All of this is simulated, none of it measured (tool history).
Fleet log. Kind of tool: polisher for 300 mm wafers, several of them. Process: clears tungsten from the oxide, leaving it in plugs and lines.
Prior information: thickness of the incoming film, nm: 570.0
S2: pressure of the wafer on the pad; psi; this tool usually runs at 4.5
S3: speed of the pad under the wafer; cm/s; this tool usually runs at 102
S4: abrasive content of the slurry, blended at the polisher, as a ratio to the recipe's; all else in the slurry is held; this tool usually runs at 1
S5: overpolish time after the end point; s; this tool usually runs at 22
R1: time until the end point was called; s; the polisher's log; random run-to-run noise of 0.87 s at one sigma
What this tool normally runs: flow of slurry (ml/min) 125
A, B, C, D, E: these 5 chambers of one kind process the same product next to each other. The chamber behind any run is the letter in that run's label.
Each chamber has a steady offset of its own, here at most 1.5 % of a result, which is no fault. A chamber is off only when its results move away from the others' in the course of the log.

At day 0.021: chamber E: slurry blender recalibrated.
Run 1E, day 0.308: usual settings. Result: R1 81.117 s.
Run 2A, day 0.708: usual settings. Result: R1 83.145 s.
At day 1.208: chamber C: slurry tank refilled with fresh slurry and peroxide.
Run 3C, day 1.229: usual settings. Result: R1 81.857 s.
At day 1.25: chamber B: slurry tank refilled with fresh slurry and peroxide.
Run 4B, day 1.667: usual settings. Result: R1 83.244 s.
At day 1.8: chamber A: worn pad replaced by a new one.
At day 2.133: chamber D: slurry tank refilled with fresh slurry and peroxide.
At day 2.158: chamber A: slurry nozzle cleaned.
Run 5D, day 2.258: usual settings but flow of slurry (ml/min) 100. Result: R1 87.058 s.
At day 2.421: chamber B: worn pad replaced by a new one.
At day 2.671: chamber D: slurry blender recalibrated.
Run 6E, day 2.712: usual settings but flow of slurry (ml/min) 100. Result: R1 84.52 s.
At day 2.917: chamber D: worn pad replaced by a new one.
Run 7B, day 3.071: usual settings but flow of slurry (ml/min) 100. Result: R1 87.808 s.
At day 3.258: chamber C: worn pad replaced by a new one.
At day 3.279: chamber E: worn pad replaced by a new one.
Run 8D, day 3.454: usual settings but flow of slurry (ml/min) 100. Result: R1 85.787 s.
At day 3.696: chamber C: slurry nozzle cleaned.
Run 9C, day 4.042: usual settings but flow of slurry (ml/min) 100. Result: R1 87.784 s.
Run 10A, day 4.358: usual settings. Result: R1 84.493 s.
At day 4.554: chamber E: slurry tank refilled with fresh slurry and peroxide.
At day 4.662: chamber B: slurry blender recalibrated.
Run 11C, day 4.929: usual settings. Result: R1 83.954 s.
At day 5.1: chamber A: worn pad replaced by a new one.
At day 5.125: chamber C: slurry blender recalibrated.
At day 5.154: chamber D: slurry tank refilled with fresh slurry and peroxide.
Run 12A, day 5.388: usual settings. Result: R1 83.567 s.
At day 5.529: chamber B: worn pad replaced by a new one.
At day 5.529: chamber A: slurry blender recalibrated.
At day 5.738: chamber E: slurry nozzle cleaned.
Run 13D, day 5.796: usual settings. Result: R1 81.436 s.
At day 5.967: chamber C: slurry tank refilled with fresh slurry and peroxide.
Run 14B, day 6.158: usual settings. Result: R1 82.927 s.
At day 6.442: chamber E: worn pad replaced by a new one.
Run 15E, day 6.475: usual settings. Result: R1 80.913 s.
At day 6.783: chamber A: head pressure recalibrated.
At day 6.804: chamber D: worn pad replaced by a new one.
Run 16D, day 6.9: usual settings. Result: R1 81.3 s.
Run 17C, day 7.212: usual settings. Result: R1 84.005 s.
At day 7.642: chamber C: worn pad replaced by a new one.
Run 18E, day 7.742: usual settings. Result: R1 80.617 s.
At day 8.196: chamber B: slurry tank refilled with fresh slurry and peroxide.
Run 19A, day 8.196: usual settings. Result: R1 84.635 s.
At day 8.225: chamber D: slurry nozzle cleaned.
At day 8.383: chamber A: worn pad replaced by a new one.
Run 20B, day 8.629: usual settings. Result: R1 83.533 s.
Run 21A, day 9.017: usual settings but S4 0.75, S5 31 s. Result: R1 92.293 s.
At day 9.021: chamber D: slurry tank refilled with fresh slurry and peroxide.
At day 9.371: chamber B: worn pad replaced by a new one.
Run 22E, day 9.525: usual settings but S4 0.75, S5 31 s. Result: R1 85.823 s.
At day 9.704: chamber E: worn pad replaced by a new one.
Run 23B, day 9.967: usual settings but S4 0.75, S5 31 s. Result: R1 86.324 s.
At day 9.975: chamber A: slurry nozzle cleaned.
Run 24D, day 10.379: usual settings but S4 0.75, S5 31 s. Result: R1 88.574 s.
At day 10.408: chamber D: worn pad replaced by a new one.
At day 10.442: chamber C: slurry tank refilled with fresh slurry and peroxide.
At day 10.654: chamber D: head pressure recalibrated.
Run 25C, day 10.762: usual settings but S4 0.75, S5 31 s. Result: R1 87.769 s.
Run 26D, day 11.212: usual settings. Result: R1 81.025 s.
At day 11.467: chamber A: worn pad replaced by a new one.
Run 27B, day 11.517: usual settings. Result: R1 83.965 s.
At day 11.675: chamber B: slurry nozzle cleaned.
Run 28E, day 12.121: usual settings. Result: R1 81.026 s.
At day 12.188: chamber C: slurry blender recalibrated.
At day 12.221: chamber A: slurry blender recalibrated.
At day 12.379: chamber B: worn pad replaced by a new one.
Run 29A, day 12.662: usual settings but S2 3 psi, S5 14 s. Result: R1 132.47 s.
At day 12.742: chamber B: slurry blender recalibrated.
At day 12.854: chamber D: slurry tank refilled with fresh slurry and peroxide.
At day 12.858: chamber E: worn pad replaced by a new one.
At day 12.975: chamber E: slurry tank refilled with fresh slurry and peroxide.
Run 30C, day 13.242: usual settings but S2 3 psi, S5 14 s. Result: R1 124.19 s.
At day 13.467: chamber C: worn pad replaced by a new one.
Run 31B, day 13.612: usual settings but S2 3 psi, S5 14 s. Result: R1 125.16 s.
Run 32E, day 14.142: usual settings but S2 3 psi, S5 14 s. Result: R1 122.68 s.
At day 14.308: chamber D: worn pad replaced by a new one.
Run 33A, day 14.733: usual settings but S2 3 psi, S5 14 s. Result: R1 134.9 s.
At day 14.979: chamber D: slurry blender recalibrated.
At day 15.025: chamber C: slurry nozzle cleaned.
Run 34C, day 15.212: usual settings. Result: R1 84.703 s.
Run 35D, day 15.725: usual settings but flow of slurry (ml/min) 90, S3 86 cm/s. Result: R1 105.1 s.
At day 15.746: chamber E: slurry nozzle cleaned.
At day 15.796: chamber D: slurry tank refilled with fresh slurry and peroxide.
At day 15.992: chamber C: slurry tank refilled with fresh slurry and peroxide.
Run 36E, day 16.058: usual settings but flow of slurry (ml/min) 90, S3 86 cm/s. Result: R1 104.98 s.
Run 37C, day 16.679: usual settings but flow of slurry (ml/min) 90, S3 86 cm/s. Result: R1 106.65 s.
Run 38D, day 17.067: usual settings but flow of slurry (ml/min) 90, S3 86 cm/s. Result: R1 104.64 s.

One chamber off, gauge drift, or nothing amiss beyond the chambers' own small offsets? If it is a chamber, which one, and what is the likeliest cause?

Little by little, chamber A moves away from the other chambers.
Cause: peroxide lost from the slurry, % = 23.4.

Here are 4 candidates for chamber A's next run, each the usual settings with a change, their results left as question marks. Which one brings its results back in line with what the others give on the usual settings?
In line means no further than this from the other chambers' mean on the usual settings: R1 3 s
Run 39A-1, day 17.542: usual settings but flow of slurry (ml/min) 120, S2 4 psi. Result: R1 ?.
Run 39A-2, day 17.542: usual settings but S2 4.8 psi, S3 108 cm/s. Result: R1 ?.
Run 39A-3, day 17.542: usual settings but flow of slurry (ml/min) 130, S2 5 psi, S3 112 cm/s. Result: R1 ?.
Run 39A-4, day 17.542: usual settings but flow of slurry (ml/min) 120, S2 3.8 psi, S4 0.95. Result: R1 ?.

Average result of the remaining chambers running the usual settings: R1 82.281 s
  run      R1
39A-1  104.89
39A-2  81.958
39A-3  75.305
39A-4  111.69
Change 39A-2 lands the chamber within the allowed miss of the other chambers.
